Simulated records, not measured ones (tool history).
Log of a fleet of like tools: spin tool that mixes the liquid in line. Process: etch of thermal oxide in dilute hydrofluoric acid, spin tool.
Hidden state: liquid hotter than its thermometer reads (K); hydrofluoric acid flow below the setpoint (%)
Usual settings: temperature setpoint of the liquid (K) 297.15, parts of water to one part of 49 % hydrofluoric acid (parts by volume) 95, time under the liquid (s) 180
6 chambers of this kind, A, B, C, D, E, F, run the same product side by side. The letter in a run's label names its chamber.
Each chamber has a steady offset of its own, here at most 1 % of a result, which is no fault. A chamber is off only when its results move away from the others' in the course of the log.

run,day,temperature setpoint of the liquid (K),parts of water to one part of 49 % hydrofluoric acid (parts by volume),time under the liquid (s),hours since the thermometer was replaced,hours since the hydrofluoric acid flow meter was replaced,"read-back film thickness of the thermal oxide reference wafer, read on the same gauge (nm)",thickness taken off the thermal oxide on a monitor wafer (angstrom)
1C,0.154,297.15,95,180,1484.8,23.8,59.997,81.889
2A,0.354,297.15,95,180,211.3,1902.7,60.008,80.878
3D,0.533,297.15,95,180,98.1,272.4,59.999,80.846
4F,0.692,297.15,95,180,423.7,470,60.011,82.039
5E,0.946,297.15,95,180,334.7,1274.2,59.99,81.265
6B,1.158,297.15,95,180,299.3,953.7,60.013,81.171
7A,1.429,297.15,95,180,237.1,1928.5,59.989,81.35
8D,1.708,297.15,95,180,126.3,300.6,59.996,80.706
9E,1.983,300.65,95,225,359.6,1299.1,60.003,116.24
10B,2.121,300.65,95,225,322.4,976.8,59.985,117.09
11F,2.321,300.65,95,225,462.8,509.1,59.998,118.09
12C,2.517,300.65,95,225,1541.5,80.5,59.995,117.41
13D,2.688,300.65,95,225,149.8,324.1,59.99,116.79
14A,2.921,300.65,95,225,272.9,1964.3,59.981,113.68
15E,3.108,297.15,95,180,386.6,1326.1,59.987,80.744
16F,3.233,297.15,95,180,484.7,531,60.011,81.462
# day 3.458: chamber F: thermometer replaced
17C,3.488,300.15,95,180,1564.8,103.8,59.984,91.218
18B,3.696,300.15,95,180,360.2,1014.6,59.984,91.343
19E,3.892,300.15,95,180,405.4,1344.9,59.986,90.404
20C,4.129,300.15,95,180,1580.2,119.2,59.978,93.675
21D,4.375,300.15,95,180,190.3,364.6,60.013,91.673
22F,4.55,300.15,95,180,26.3,562.6,59.988,91.521
23B,4.729,297.15,95,180,385,1039.4,59.999,82.181
24A,4.921,297.15,95,180,320.9,2012.3,59.997,80.2
25C,5.112,297.15,95,180,1603.8,142.8,60.03,81.635
# day 5.146: chamber A: hydrofluoric acid flow meter replaced
26D,5.233,297.15,95,180,210.9,385.2,59.997,80.381
# day 5.254: chamber B: hydrofluoric acid flow meter replaced
27F,5.438,297.15,95,180,47.6,583.9,59.999,81.767
28E,5.712,297.15,95,180,449.1,1388.6,59.999,79.547
29B,5.929,297.15,95,180,413.8,16.2,60.022,81.708
30A,6.2,297.15,95,180,351.6,25.4,60.02,81.598
31B,6.475,297.15,95,180,426.9,29.3,59.998,81.624
32A,6.642,297.15,95,180,362.2,36,59.999,79.661
33F,6.846,297.15,95,180,81.4,617.7,59.994,82.283
34D,7.117,297.15,95,180,256.1,430.4,59.988,81.555
35C,7.283,297.15,95,180,1655.9,194.9,60.009,81.123
36E,7.55,297.15,95,180,493.2,1432.7,59.982,76.826
37D,7.733,297.15,95,180,270.9,445.2,60.004,81.603
38E,7.992,297.15,95,180,503.8,1443.3,59.984,76.848
39B,8.138,297.15,95,180,466.8,69.2,60.013,81.301
40C,8.288,297.15,95,180,1680,219,59.993,81.071
41F,8.458,297.15,95,180,120.1,656.4,59.997,81.588
42A,8.608,297.15,95,180,409.4,83.2,60.005,81.215
43A,8.738,297.15,95,180,412.5,86.3,59.98,81.696

What goes on in this fleet: one chamber off, a drifting gauge, or nothing beyond the chambers' own small offsets? Name the chamber and the cause, if any.

Chamber E drifts away from the others.
Cause: hydrofluoric acid flow below the setpoint (%) = 5.76.
The log may not tell that from: liquid colder than its thermometer reads (K).

Here are 4 candidates for chamber E's next run, each the usual settings with a change, their results left as question marks. Which one brings its results back in line with what the others give on the usual settings?
In line means no further than this from the other chambers' mean on the usual settings: thickness taken off the thermal oxide on a monitor wafer (angstrom) 1.9
44E-1,8.933,297.15,95,195,,,,?
44E-2,8.933,297.15,95,185,,,,?
44E-3,8.933,295.15,95,180,,,,?
44E-4,8.933,296.15,95,180,,,,?

The other chambers' mean on the usual settings: thickness taken off the thermal oxide on a monitor wafer (angstrom) 81.543
run,thickness taken off the thermal oxide on a monitor wafer (angstrom)
44E-1,81.899
44E-2,77.699
44E-3,69.766
44E-4,72.623
44E-1 brings the chamber back in line.

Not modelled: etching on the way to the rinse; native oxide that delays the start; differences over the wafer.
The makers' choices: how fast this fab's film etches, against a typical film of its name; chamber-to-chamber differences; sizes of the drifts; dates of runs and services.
